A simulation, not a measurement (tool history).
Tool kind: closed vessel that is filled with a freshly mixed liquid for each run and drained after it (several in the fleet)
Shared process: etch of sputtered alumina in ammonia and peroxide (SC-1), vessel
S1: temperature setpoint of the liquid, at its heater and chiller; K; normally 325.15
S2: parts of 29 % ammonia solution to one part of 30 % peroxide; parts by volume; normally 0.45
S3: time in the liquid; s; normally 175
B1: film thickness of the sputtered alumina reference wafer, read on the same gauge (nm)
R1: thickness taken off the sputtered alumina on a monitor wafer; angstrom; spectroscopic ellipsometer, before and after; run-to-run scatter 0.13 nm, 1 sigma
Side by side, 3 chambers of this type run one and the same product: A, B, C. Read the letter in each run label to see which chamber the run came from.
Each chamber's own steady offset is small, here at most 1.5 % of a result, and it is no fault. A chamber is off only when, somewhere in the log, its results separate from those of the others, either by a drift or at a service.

| run | hour | S1 | S2 | S3 | B1 | R1 |
|---|---|---|---|---|---|---|
| 1B | 5.5 | 325.15 | 0.45 | 175 | 99.978 | 144.69 |
| 2C | 9.1 | 325.15 | 0.45 | 175 | 99.968 | 143.57 |
| 3A | 15.5 | 325.15 | 0.45 | 175 | 99.992 | 141.5 |
| 4B | 20.9 | 325.15 | 0.45 | 175 | 100.01 | 145.25 |
| 5C | 24.8 | 317.15 | 0.45 | 175 | 99.975 | 91.448 |
| 6A | 29.7 | 317.15 | 0.45 | 175 | 100.01 | 91.884 |
| 7B | 35.7 | 317.15 | 0.45 | 175 | 100.04 | 92.466 |
| 8A | 43.1 | 325.15 | 0.45 | 175 | 99.996 | 142.23 |
| 9C | 50.1 | 325.15 | 0.45 | 175 | 100.02 | 143.86 |
| 10C | 53.7 | 325.15 | 0.45 | 175 | 99.982 | 142.8 |
| 11B | 60.8 | 325.15 | 0.45 | 175 | 100.03 | 147.56 |
| 12A | 64.4 | 325.15 | 0.45 | 175 | 99.984 | 142.84 |
| 13C | 68.9 | 325.15 | 0.45 | 175 | 99.997 | 139.08 |
| 14B | 75.7 | 325.15 | 0.45 | 175 | 99.994 | 143.98 |
| 15A | 81.6 | 325.15 | 0.45 | 175 | 99.964 | 140.86 |
| 16B | 89.1 | 325.15 | 0.45 | 175 | 99.999 | 143.75 |
|  | 92.1 | chamber A: new drum of ammonia solution connected |
| 17C | 95.1 | 325.15 | 0.45 | 175 | 100.02 | 139.58 |
| 18A | 99.4 | 325.15 | 0.45 | 175 | 99.977 | 143.95 |
| 19C | 106.5 | 325.15 | 0.45 | 175 | 100.01 | 138.09 |
| 20B | 114.1 | 325.15 | 0.45 | 175 | 100 | 142.19 |
| 21A | 117.5 | 325.15 | 0.45 | 175 | 100 | 143.24 |
| 22C | 123.2 | 325.15 | 0.45 | 175 | 99.998 | 136.86 |
| 23A | 127.9 | 325.15 | 0.45 | 175 | 99.993 | 140.66 |
| 24B | 134 | 325.15 | 0.45 | 175 | 99.99 | 143.12 |
|  | 136.6 | chamber A: thermometer replaced |
| 25A | 141.3 | 325.15 | 0.45 | 175 | 99.97 | 141.69 |
| 26C | 144.9 | 325.15 | 0.45 | 175 | 100.01 | 136.65 |
| 27B | 151.1 | 325.15 | 0.45 | 175 | 100.04 | 141.55 |
| 28A | 154.8 | 325.15 | 0.5 | 225 | 100.01 | 184.39 |
| 29C | 160.5 | 325.15 | 0.5 | 225 | 99.996 | 174.44 |
|  | 164.7 | chamber B: thermometer replaced |
| 30B | 168.2 | 325.15 | 0.5 | 225 | 100.04 | 189.24 |
| 31B | 174.9 | 325.15 | 0.45 | 175 | 99.977 | 141 |
| 32A | 179.9 | 325.15 | 0.45 | 175 | 100 | 145.27 |
| 33C | 183.7 | 325.15 | 0.45 | 175 | 99.995 | 131.24 |
| 34A | 189.5 | 325.15 | 0.45 | 175 | 100.01 | 140.64 |
| 35C | 194.7 | 325.15 | 0.45 | 175 | 99.996 | 132.31 |
| 36B | 198.1 | 325.15 | 0.45 | 175 | 99.996 | 144.15 |
| 37C | 202.5 | 325.15 | 0.45 | 175 | 100.03 | 132 |
| 38B | 209.8 | 325.15 | 0.35 | 255 | 99.99 | 201.25 |
| 39A | 216.1 | 325.15 | 0.35 | 255 | 99.995 | 203.27 |
| 40A | 221.3 | 325.15 | 0.35 | 255 | 100.03 | 202.72 |
| 41B | 228.1 | 325.15 | 0.45 | 175 | 99.979 | 143.84 |
| 42C | 235 | 325.15 | 0.45 | 175 | 99.964 | 128.84 |
| 43C | 241.8 | 325.15 | 0.45 | 175 | 100.02 | 130.05 |

What goes on in this fleet: one chamber off, a drifting gauge, or nothing beyond the chambers' own small offsets? Name the chamber and the cause, if any.

Little by little, chamber C moves away from the other chambers.
Cause: liquid colder than its thermometer reads (K) = 1.87.

Which of the 4 candidates below, each the usual settings with something changed and its results left as question marks, puts chamber C back in line with what the other chambers give on the usual settings?
A result is in line if it is within this distance of the other chambers' mean on the usual settings: R1 4.5 angstrom
| 44C-1 | 247.4 | 325.15 | 0.45 | 180 |  | ? |
| 44C-2 | 247.4 | 325.15 | 0.45 | 170 |  | ? |
| 44C-3 | 247.4 | 327.15 | 0.45 | 175 |  | ? |
| 44C-4 | 247.4 | 323.15 | 0.45 | 175 |  | ? |

On the usual settings, the other chambers give on average: R1 143.18 angstrom
| run | R1 |
|---|---|
| 44C-1 | 131.33 |
| 44C-2 | 124.03 |
| 44C-3 | 142.48 |
| 44C-4 | 114.23 |
With 44C-3, the chamber falls back in line with the rest.

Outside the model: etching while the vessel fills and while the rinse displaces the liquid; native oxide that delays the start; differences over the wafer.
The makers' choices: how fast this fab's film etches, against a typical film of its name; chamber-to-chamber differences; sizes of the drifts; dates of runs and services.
